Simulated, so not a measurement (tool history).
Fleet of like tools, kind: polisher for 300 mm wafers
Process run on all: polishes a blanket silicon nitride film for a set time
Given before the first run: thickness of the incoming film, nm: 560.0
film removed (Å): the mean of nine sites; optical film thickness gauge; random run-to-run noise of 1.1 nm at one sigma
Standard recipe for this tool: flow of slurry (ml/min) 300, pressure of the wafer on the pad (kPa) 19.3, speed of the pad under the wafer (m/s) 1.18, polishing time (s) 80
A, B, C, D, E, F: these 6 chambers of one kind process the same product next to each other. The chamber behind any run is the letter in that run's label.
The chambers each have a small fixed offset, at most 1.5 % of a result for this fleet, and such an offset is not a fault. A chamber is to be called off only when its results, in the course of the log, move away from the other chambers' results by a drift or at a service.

| run | hour | flow of slurry (ml/min) | pressure of the wafer on the pad (kPa) | speed of the pad under the wafer (m/s) | polishing time (s) | film removed (Å) |
|---|---|---|---|---|---|---|
| 1D | 8.5 | 300 | 19.3 | 1.18 | 80 | 1214.4 |
| 2A | 17.3 | 300 | 19.3 | 1.18 | 80 | 1218 |
|  | 19.5 | chamber C: slurry nozzle cleaned |
|  | 20.3 | chamber A: worn pad replaced by a new one |
| 3C | 24.8 | 300 | 19.3 | 1.18 | 80 | 1228 |
|  | 25.9 | chamber E: worn pad replaced by a new one |
| 4B | 33.1 | 300 | 19.3 | 1.18 | 80 | 1226 |
|  | 40.6 | chamber E: slurry nozzle cleaned |
|  | 41.9 | chamber C: worn pad replaced by a new one |
| 5F | 41.9 | 300 | 19.3 | 1.18 | 80 | 1210.5 |
| 6E | 48.3 | 300 | 19.3 | 1.18 | 80 | 1205.6 |
|  | 48.9 | chamber A: slurry nozzle cleaned |
| 7D | 54.4 | 300 | 19.3 | 1.18 | 80 | 1218 |
|  | 55.2 | chamber D: worn pad replaced by a new one |
|  | 56.3 | chamber B: worn pad replaced by a new one |
| 8E | 58.7 | 300 | 19.3 | 1.18 | 80 | 1210.1 |
| 9A | 63.5 | 300 | 19.3 | 0.94 | 80 | 1026.4 |
| 10C | 68.1 | 300 | 19.3 | 0.94 | 80 | 1000.1 |
| 11F | 74.6 | 300 | 19.3 | 0.94 | 80 | 1011.5 |
|  | 76.4 | chamber F: worn pad replaced by a new one |
| 12B | 80.2 | 300 | 19.3 | 0.94 | 80 | 1012.3 |
| 13B | 86.5 | 300 | 19.3 | 0.94 | 80 | 1006.6 |
| 14C | 94.7 | 300 | 19.3 | 0.94 | 80 | 999.65 |
| 15F | 100.2 | 300 | 19.3 | 1.18 | 80 | 1202.7 |
|  | 102.4 | chamber F: head pressure recalibrated |
| 16E | 106.9 | 300 | 19.3 | 1.18 | 80 | 1195.4 |
|  | 108.8 | chamber D: head pressure recalibrated |
|  | 110.2 | chamber C: worn pad replaced by a new one |
| 17A | 112.4 | 300 | 19.3 | 1.18 | 80 | 1239.1 |
|  | 120.2 | chamber D: slurry nozzle cleaned |
| 18D | 121 | 300 | 19.3 | 1.18 | 80 | 1108.2 |
|  | 122.5 | chamber B: worn pad replaced by a new one |
| 19C | 126.9 | 300 | 19.3 | 1.18 | 80 | 1221.7 |
| 20D | 132.7 | 300 | 19.3 | 1.18 | 80 | 1102.9 |
| 21B | 136.8 | 300 | 19.3 | 1.18 | 80 | 1211.6 |
|  | 141.9 | chamber F: worn pad replaced by a new one |
| 22F | 145.5 | 300 | 19.3 | 1.18 | 80 | 1214.1 |
| 23A | 151.5 | 300 | 19.3 | 1.18 | 80 | 1236.5 |
|  | 152.3 | chamber A: worn pad replaced by a new one |
|  | 152.3 | chamber D: worn pad replaced by a new one |
| 24E | 157.1 | 300 | 19.3 | 1.18 | 80 | 1205.2 |
| 25A | 164.8 | 300 | 16.5 | 1.18 | 80 | 1058.2 |
|  | 166.1 | chamber B: slurry nozzle cleaned |
| 26B | 169.5 | 300 | 16.5 | 1.18 | 80 | 1042.1 |
|  | 177.9 | chamber C: worn pad replaced by a new one |
| 27D | 178 | 300 | 16.5 | 1.18 | 80 | 944.07 |
| 28F | 185.1 | 300 | 16.5 | 1.18 | 80 | 1024.5 |
| 29C | 189.9 | 300 | 16.5 | 1.18 | 80 | 1044.4 |
|  | 190.8 | chamber B: worn pad replaced by a new one |
| 30E | 195.5 | 300 | 16.5 | 1.18 | 80 | 1039.5 |
| 31D | 203.5 | 300 | 19.3 | 1.18 | 80 | 1104.9 |
|  | 204 | chamber E: worn pad replaced by a new one |
|  | 205.1 | chamber F: worn pad replaced by a new one |
| 32C | 209.3 | 300 | 19.3 | 1.18 | 80 | 1199.2 |
| 33E | 214.2 | 300 | 19.3 | 1.18 | 80 | 1193.9 |
| 34B | 222.1 | 300 | 24.8 | 1.18 | 80 | 1589.9 |
| 35F | 230.6 | 300 | 24.8 | 1.18 | 80 | 1545.8 |
| 36A | 234.9 | 300 | 24.8 | 1.18 | 80 | 1592 |
| 37F | 239.1 | 300 | 24.8 | 1.18 | 80 | 1535 |
|  | 243.7 | chamber C: worn pad replaced by a new one |
| 38B | 246.9 | 300 | 24.8 | 1.18 | 80 | 1573.4 |
| 39E | 255.3 | 300 | 24.8 | 1.18 | 80 | 1550.5 |
|  | 256.4 | chamber D: worn pad replaced by a new one |
| 40C | 259.8 | 300 | 19.3 | 1.18 | 80 | 1201 |
| 41A | 267.2 | 300 | 19.3 | 1.18 | 80 | 1213.4 |
| 42D | 272.8 | 300 | 19.3 | 1.18 | 80 | 1118.8 |
| 43D | 279.2 | 300 | 19.3 | 1.18 | 80 | 1117.7 |

Decide between three cases: one chamber stands off from its peers, the gauge reading all wafers drifts, or nothing is wrong past each chamber's small offset. Where a chamber is off, say which and what most likely put it there.

The work done on chamber D during a service left it standing apart from the others.
What lies behind it: head's pressure below its setpoint, % = 9.09.

Here are 4 candidates for chamber D's next run, each the usual settings with a change, their results left as question marks. Which one brings its results back in line with what the others give on the usual settings?
Maximum distance from the other chambers' mean on the usual settings for a result to count as in line: film removed (Å) 37
| 44D-1 | 285.9 | 300 | 19.3 | 1.04 | 80 | ? |
| 44D-2 | 285.9 | 300 | 19.3 | 1.18 | 69 | ? |
| 44D-3 | 285.9 | 300 | 20.7 | 1.24 | 84 | ? |
| 44D-4 | 285.9 | 300 | 19.3 | 1.32 | 80 | ? |

What the other chambers average on the usual settings: film removed (Å) 1212.1
| run | film removed (Å) |
|---|---|
| 44D-1 | 993.25 |
| 44D-2 | 948.42 |
| 44D-3 | 1287.3 |
| 44D-4 | 1203.5 |
With 44D-4, the chamber falls back in line with the rest.
